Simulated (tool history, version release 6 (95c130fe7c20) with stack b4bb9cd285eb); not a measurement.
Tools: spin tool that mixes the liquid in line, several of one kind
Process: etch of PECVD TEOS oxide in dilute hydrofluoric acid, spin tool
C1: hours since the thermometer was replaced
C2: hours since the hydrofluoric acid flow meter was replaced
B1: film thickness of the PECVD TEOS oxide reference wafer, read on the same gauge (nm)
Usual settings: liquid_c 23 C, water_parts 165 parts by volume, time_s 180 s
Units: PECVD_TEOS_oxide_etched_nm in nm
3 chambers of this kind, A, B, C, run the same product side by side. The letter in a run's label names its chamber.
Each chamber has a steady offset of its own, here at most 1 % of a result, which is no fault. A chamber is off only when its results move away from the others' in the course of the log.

Run 1A, hour 10.4: usual settings; C1 61.1; C2 1133.9; B1 110.01. Result: PECVD_TEOS_oxide_etched_nm 12.554 nm.
Run 2B, hour 22: usual settings; C1 158.2; C2 946.9; B1 109.99. Result: PECVD_TEOS_oxide_etched_nm 12.689 nm.
Run 3C, hour 29.8: usual settings; C1 604.2; C2 980.9; B1 109.98. Result: PECVD_TEOS_oxide_etched_nm 12.529 nm.
Run 4B, hour 44.5: usual settings; C1 180.7; C2 969.4; B1 109.99. Result: PECVD_TEOS_oxide_etched_nm 12.526 nm.
Run 5C, hour 52.9: usual settings; C1 627.3; C2 1004; B1 109.98. Result: PECVD_TEOS_oxide_etched_nm 12.495 nm.
Run 6A, hour 61.1: usual settings but water_parts 235 parts by volume, time_s 95 s; C1 111.8; C2 1184.6; B1 109.98. Result: PECVD_TEOS_oxide_etched_nm 4.3315 nm.
Run 7A, hour 69.1: usual settings but water_parts 235 parts by volume, time_s 95 s; C1 119.8; C2 1192.6; B1 110.02. Result: PECVD_TEOS_oxide_etched_nm 4.3207 nm.
Run 8C, hour 77.5: usual settings but water_parts 235 parts by volume, time_s 95 s; C1 651.9; C2 1028.6; B1 110.02. Result: PECVD_TEOS_oxide_etched_nm 4.3197 nm.
Run 9B, hour 88.3: usual settings; C1 224.5; C2 1013.2; B1 110.01. Result: PECVD_TEOS_oxide_etched_nm 12.66 nm.
Run 10B, hour 103.2: usual settings; C1 239.4; C2 1028.1; B1 110.01. Result: PECVD_TEOS_oxide_etched_nm 12.658 nm.
Run 11A, hour 115.7: usual settings; C1 166.4; C2 1239.2; B1 109.97. Result: PECVD_TEOS_oxide_etched_nm 12.545 nm.
Run 12C, hour 126.7: usual settings; C1 701.1; C2 1077.8; B1 110. Result: PECVD_TEOS_oxide_etched_nm 12.452 nm.
Run 13B, hour 140.7: usual settings; C1 276.9; C2 1065.6; B1 110. Result: PECVD_TEOS_oxide_etched_nm 12.514 nm.
Run 14C, hour 153.7: usual settings; C1 728.1; C2 1104.8; B1 110.02. Result: PECVD_TEOS_oxide_etched_nm 12.479 nm.
Run 15A, hour 166: usual settings; C1 216.7; C2 1289.5; B1 110. Result: PECVD_TEOS_oxide_etched_nm 12.486 nm.
At hour 166.4: chamber C: thermometer replaced.
At hour 166.4: chamber A: hydrofluoric acid flow meter replaced.
Run 16C, hour 175.6: usual settings; C1 9.3; C2 1126.7; B1 109.99. Result: PECVD_TEOS_oxide_etched_nm 12.438 nm.
Run 17B, hour 183.9: usual settings; C1 320.1; C2 1108.8; B1 109.99. Result: PECVD_TEOS_oxide_etched_nm 12.635 nm.
Run 18A, hour 195.1: usual settings; C1 245.8; C2 28.8; B1 110. Result: PECVD_TEOS_oxide_etched_nm 12.521 nm.
Run 19C, hour 205.7: usual settings; C1 39.4; C2 1156.8; B1 110. Result: PECVD_TEOS_oxide_etched_nm 12.574 nm.
Run 20A, hour 219.6: usual settings; C1 270.3; C2 53.3; B1 109.98. Result: PECVD_TEOS_oxide_etched_nm 12.487 nm.
Run 21B, hour 226.5: usual settings; C1 362.7; C2 1151.4; B1 110.01. Result: PECVD_TEOS_oxide_etched_nm 12.449 nm.
Run 22C, hour 235.3: usual settings but liquid_c 25 C, time_s 135 s; C1 69; C2 1186.4; B1 110. Result: PECVD_TEOS_oxide_etched_nm 10.064 nm.
Run 23A, hour 247.6: usual settings but liquid_c 25 C, time_s 135 s; C1 298.3; C2 81.3; B1 109.98. Result: PECVD_TEOS_oxide_etched_nm 10.031 nm.

Next, every chamber runs the same settings. What will each give?
Run 24A, hour 258.9: usual settings but water_parts 130 parts by volume. Result: PECVD_TEOS_oxide_etched_nm ?.
Run 24B, hour 258.9: usual settings but water_parts 130 parts by volume. Result: PECVD_TEOS_oxide_etched_nm ?.
Run 24C, hour 258.9: usual settings but water_parts 130 parts by volume. Result: PECVD_TEOS_oxide_etched_nm ?.

run  PECVD_TEOS_oxide_etched_nm
24A                      16.489
24B                      16.729
24C                      16.605

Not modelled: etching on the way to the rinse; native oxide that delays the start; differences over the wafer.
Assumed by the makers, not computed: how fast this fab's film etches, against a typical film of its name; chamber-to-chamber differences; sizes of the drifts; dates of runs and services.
